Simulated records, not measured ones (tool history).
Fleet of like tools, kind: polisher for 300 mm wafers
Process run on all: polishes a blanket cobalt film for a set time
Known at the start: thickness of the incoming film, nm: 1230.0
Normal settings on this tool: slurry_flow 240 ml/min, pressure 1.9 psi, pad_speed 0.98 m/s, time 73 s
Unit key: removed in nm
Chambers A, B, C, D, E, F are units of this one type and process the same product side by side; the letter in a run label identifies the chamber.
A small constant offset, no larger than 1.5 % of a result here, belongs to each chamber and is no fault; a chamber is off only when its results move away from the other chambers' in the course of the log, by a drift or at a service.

run,hour,slurry_flow,pressure,pad_speed,time,wafers polished on this pad,hours since the slurry nozzle was cleaned,hours since the head pressure was calibrated,removed
# hour 5.1: chamber E: worn pad replaced by a new one
# hour 12.6: chamber D: head pressure recalibrated
1D,14.3,240,1.9,0.98,73,387,716.6,1.8,362.44
# hour 15.4: chamber C: head pressure recalibrated
2C,24.4,240,1.9,0.98,73,568,588.6,9.1,364.38
# hour 33.5: chamber D: slurry nozzle cleaned
# hour 35.6: chamber B: worn pad replaced by a new one
3F,40.2,240,1.9,0.98,73,756,127.0,335.0,368.98
4E,47.6,240,1.9,0.98,73,440,245.0,864.5,366.38
# hour 51.2: chamber F: worn pad replaced by a new one
5B,60.5,240,1.9,0.98,73,258,144.0,1038.8,360.05
# hour 63.0: chamber C: worn pad replaced by a new one
6A,74.7,240,1.9,0.98,73,895,313.1,945.9,367.26
# hour 78.0: chamber D: worn pad replaced by a new one
# hour 83.8: chamber A: worn pad replaced by a new one
7E,84.1,190,2.6,0.98,73,818,281.5,901.0,486.16
8D,94.8,190,2.6,0.98,73,174,61.4,82.3,492.67
9A,103.1,190,2.6,0.98,73,199,341.5,974.3,485.72
# hour 115.8: chamber E: worn pad replaced by a new one
# hour 117.9: chamber B: slurry nozzle cleaned
10B,118.7,190,2.6,0.98,73,860,0.9,1097.0,481.87
# hour 125.5: chamber B: head pressure recalibrated
11F,131.3,190,2.6,0.98,73,829,218.1,426.1,482.26
# hour 136.5: chamber B: worn pad replaced by a new one
12C,139.1,190,2.6,0.98,73,788,703.3,123.8,479.81
# hour 148.2: chamber F: worn pad replaced by a new one
13E,148.7,240,1.9,0.98,73,340,346.1,965.6,362.87
# hour 151.0: chamber C: worn pad replaced by a new one
14C,157.4,180,1.9,0.98,73,66,721.6,142.1,350.25
15D,168.5,180,1.9,0.98,73,937,135.1,156.0,354.27
# hour 177.7: chamber A: worn pad replaced by a new one
# hour 182.6: chamber D: worn pad replaced by a new one
16B,184.2,180,1.9,0.98,73,494,66.4,58.7,345.87
17F,193.0,180,1.9,0.98,73,464,279.8,487.8,352.74
18A,206.6,180,1.9,0.98,73,299,445.0,1077.8,352.51
19D,214.5,180,1.9,0.98,73,330,181.1,202.0,352.91
# hour 223.5: chamber E: worn pad replaced by a new one
20A,226.0,240,1.9,0.98,51,500,464.4,1097.2,255.49
# hour 238.0: chamber F: worn pad replaced by a new one
21C,239.2,240,1.9,0.98,51,913,803.4,223.9,255.20
# hour 242.0: chamber B: worn pad replaced by a new one
# hour 247.4: chamber C: worn pad replaced by a new one
22B,254.1,240,1.9,0.98,51,126,136.3,128.6,250.33
23F,261.5,240,1.9,0.98,51,243,348.3,556.3,256.26
# hour 264.5: chamber F: head pressure recalibrated
24E,271.0,240,1.9,0.98,51,492,468.4,1087.9,246.14
# hour 274.3: chamber C: slurry nozzle cleaned
# hour 274.7: chamber A: worn pad replaced by a new one
25B,284.3,240,1.9,0.98,51,438,166.5,158.8,252.15
# hour 286.8: chamber D: worn pad replaced by a new one
26E,291.9,240,1.9,0.98,73,708,489.3,1108.8,346.71
27C,300.2,240,1.9,0.98,73,546,26.0,284.9,360.52
# hour 309.1: chamber A: slurry nozzle cleaned
# hour 312.9: chamber A: head pressure recalibrated
28F,313.6,240,1.9,0.98,73,782,400.4,49.2,363.86
29D,324.6,240,1.9,0.98,73,392,291.2,312.1,367.51
# hour 329.6: chamber B: slurry nozzle cleaned
# hour 333.3: chamber E: worn pad replaced by a new one
# hour 333.3: chamber B: worn pad replaced by a new one
30A,333.4,240,1.9,0.98,73,607,24.4,20.5,369.34
# hour 337.6: chamber F: worn pad replaced by a new one
31E,342.9,240,1.9,0.98,73,99,540.3,1159.8,341.17
# hour 352.2: chamber C: worn pad replaced by a new one
32F,354.1,240,1.9,0.98,73,171,440.9,89.7,360.75
33B,365.9,240,1.9,0.98,73,338,36.3,240.4,359.58
34C,378.3,240,1.9,0.98,73,271,104.1,363.0,359.49
# hour 378.4: chamber A: worn pad replaced by a new one
# hour 387.7: chamber D: worn pad replaced by a new one
35D,393.7,240,1.9,0.98,73,62,360.3,381.2,368.06
36A,402.4,240,1.9,0.98,73,248,93.4,89.5,366.06
37A,415.4,240,1.9,0.98,73,383,106.4,102.5,371.03
# hour 425.7: chamber B: worn pad replaced by a new one
# hour 427.6: chamber E: worn pad replaced by a new one
38B,429.1,240,1.9,0.98,73,36,99.5,303.6,359.46
# hour 429.9: chamber F: worn pad replaced by a new one
# hour 439.5: chamber C: worn pad replaced by a new one
39C,444.5,240,1.9,0.98,73,51,170.3,429.2,366.10
40F,451.4,240,1.9,0.98,73,222,538.2,187.0,364.34
41D,461.6,240,1.9,0.98,73,765,428.2,449.1,370.34
42E,469.6,240,1.9,0.98,73,435,667.0,1286.5,337.11
# hour 479.7: chamber E: slurry nozzle cleaned
43E,480.0,240,1.9,0.98,73,542,0.3,1296.9,333.49
44B,493.6,240,1.9,0.98,73,703,164.0,368.1,358.97

Is one chamber off against the others, does the gauge drift, or is nothing wrong? If a chamber is off, say which, and what the likeliest cause is.

One chamber, E, drifts off from the rest bit by bit.
What lies behind it: head's pressure below its setpoint, % = 9.14.

Which of the 4 candidates below, each the usual settings with something changed and its results left as question marks, puts chamber E back in line with what the other chambers give on the usual settings?
In-line tolerance around the mean of the other chambers on the usual settings: removed 8.50 nm
45E-1,504.9,240,1.8,0.96,71,,,,?
45E-2,504.9,245,1.9,1.08,73,,,,?
45E-3,504.9,240,1.8,0.92,68,,,,?
45E-4,504.9,245,1.9,0.98,88,,,,?

Usual-settings mean across the other chambers: removed 364.78 nm
run,removed
45E-1,299.60
45E-2,367.48
45E-3,274.83
45E-4,401.49
45E-2 is the one that brings the chamber's results back in line with the other chambers.
